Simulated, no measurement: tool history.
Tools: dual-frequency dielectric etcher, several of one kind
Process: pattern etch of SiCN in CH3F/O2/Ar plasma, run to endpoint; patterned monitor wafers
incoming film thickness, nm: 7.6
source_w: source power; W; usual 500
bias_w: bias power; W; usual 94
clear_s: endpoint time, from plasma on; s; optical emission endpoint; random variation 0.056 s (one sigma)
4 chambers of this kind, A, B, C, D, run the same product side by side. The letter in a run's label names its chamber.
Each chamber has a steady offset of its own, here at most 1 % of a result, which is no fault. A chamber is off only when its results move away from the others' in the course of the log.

run   hour  source_w  bias_w  hours since the last wet clean  hours since the last source power generator calibration  hours since the last bias power generator calibration  clear_s
 1B    8.8       500      94                           321.5                                                    501.3                                                   2409   16.812
 2A   16.3       500      94                           184.2                                                    652.8                                                  539.7   16.732
 3D   30.8       500      94                           393.8                                                   2750.4                                                 2062.1   16.806
 4C   44.6       500      94                           244.2                                                   1073.3                                                  704.9    16.89
 5B   59.8       500      94                           372.5                                                    552.3                                                   2460   16.851
 6D   68.9       500      94                           431.9                                                   2788.5                                                 2100.2   16.854
 7A   83.6       500      94                           251.5                                                    720.1                                                    607   16.818
      88.6  -- chamber B: wet clean of the chamber
 8C   99.4       500      94                             299                                                   1128.1                                                  759.7   16.906
 9C  110.8       500      94                           310.4                                                   1139.5                                                  771.1   16.862
10B  121.8       500     111                            33.3                                                    614.3                                                   2522   15.802
11D  129.6       500     111                           492.6                                                   2849.2                                                 2160.9   15.832
12A  141.3       500     111                           309.2                                                    777.8                                                  664.7   15.722
13D  156.1       500     111                           519.1                                                   2875.7                                                 2187.4   15.804
     162.4  -- chamber D: wet clean of the chamber
14B  167.9       500      94                            79.4                                                    660.4                                                 2568.1   16.772
15A  176.4       500      94                           344.3                                                    812.9                                                  699.8   16.724
16C  185.7       500      94                           385.3                                                   1214.4                                                    846   16.815
17C  199.1       500      94                           398.7                                                   1227.8                                                  859.4   16.807
18D  206.9       500      94                            44.5                                                   2926.5                                                 2238.2    16.09
19B  217.2       500      94                           128.7                                                    709.7                                                 2617.4   16.845
20A  228.4       500      94                           396.3                                                    864.9                                                  751.8   16.741
     229.3  -- chamber B: bias power generator calibrated
21C  240.5       500      94                           440.1                                                   1269.2                                                  900.8   16.773
22B  249.4       500      94                           160.9                                                    741.9                                                   20.1    16.74
23A  263.9       500      94                           431.8                                                    900.4                                                  787.3   16.749
24D  276.6       500      94                           114.2                                                   2996.2                                                 2307.9   16.158
25D  287.6       500      94                           125.2                                                   3007.2                                                 2318.9   16.228
26B  298.7       500      94                           210.2                                                    791.2                                                   69.4   16.769
27A  314.1       500      94                             482                                                    950.6                                                  837.5   16.726
28C  328.6       500      94                           528.2                                                   1357.3                                                  988.9   16.877
     335.1  -- chamber C: wet clean of the chamber
29C  336.9       500      94                             1.9                                                   1365.6                                                  997.2   16.957
30D  345.5       500      94                           183.1                                                   3065.1                                                 2376.8   16.188
     345.7  -- chamber A: wet clean of the chamber
31B  355.1       500      94                           266.6                                                    847.6                                                  125.8   16.839
32A  364.2       500      94                            18.5                                                   1000.7                                                  887.6   16.808
33D  376.1       500      94                           213.7                                                   3095.7                                                 2407.4    16.08
34C    387       500      94                              52                                                   1415.7                                                 1047.3   16.863
35A  401.6       500      94                            55.9                                                   1038.1                                                    925   16.848
36B  412.9       500      94                           324.4                                                    905.4                                                  183.6   16.822

What goes on in this fleet: one chamber off, a drifting gauge, or nothing beyond the chambers' own small offsets? Name the chamber and the cause, if any.

A service left chamber D off against the others.
Cause: etch rate over this chamber's usual, % = 4.35.

Here are 4 candidates for chamber D's next run, each the usual settings with a change, their results left as question marks. Which one brings its results back in line with what the others give on the usual settings?
In line means no further than this from the other chambers' mean on the usual settings: clear_s 0.2 s
37D-1  424.3       500     111                                                                                                                                                        ?
37D-2  424.3       560      94                                                                                                                                                        ?
37D-3  424.3       470      89                                                                                                                                                        ?
37D-4  424.3       500      78                                                                                                                                                        ?

The other chambers' mean on the usual settings: clear_s 16.81 s
  run  clear_s
37D-1   15.185
37D-2   15.471
37D-3   16.846
37D-4   17.244
37D-3 brings the chamber back in line.
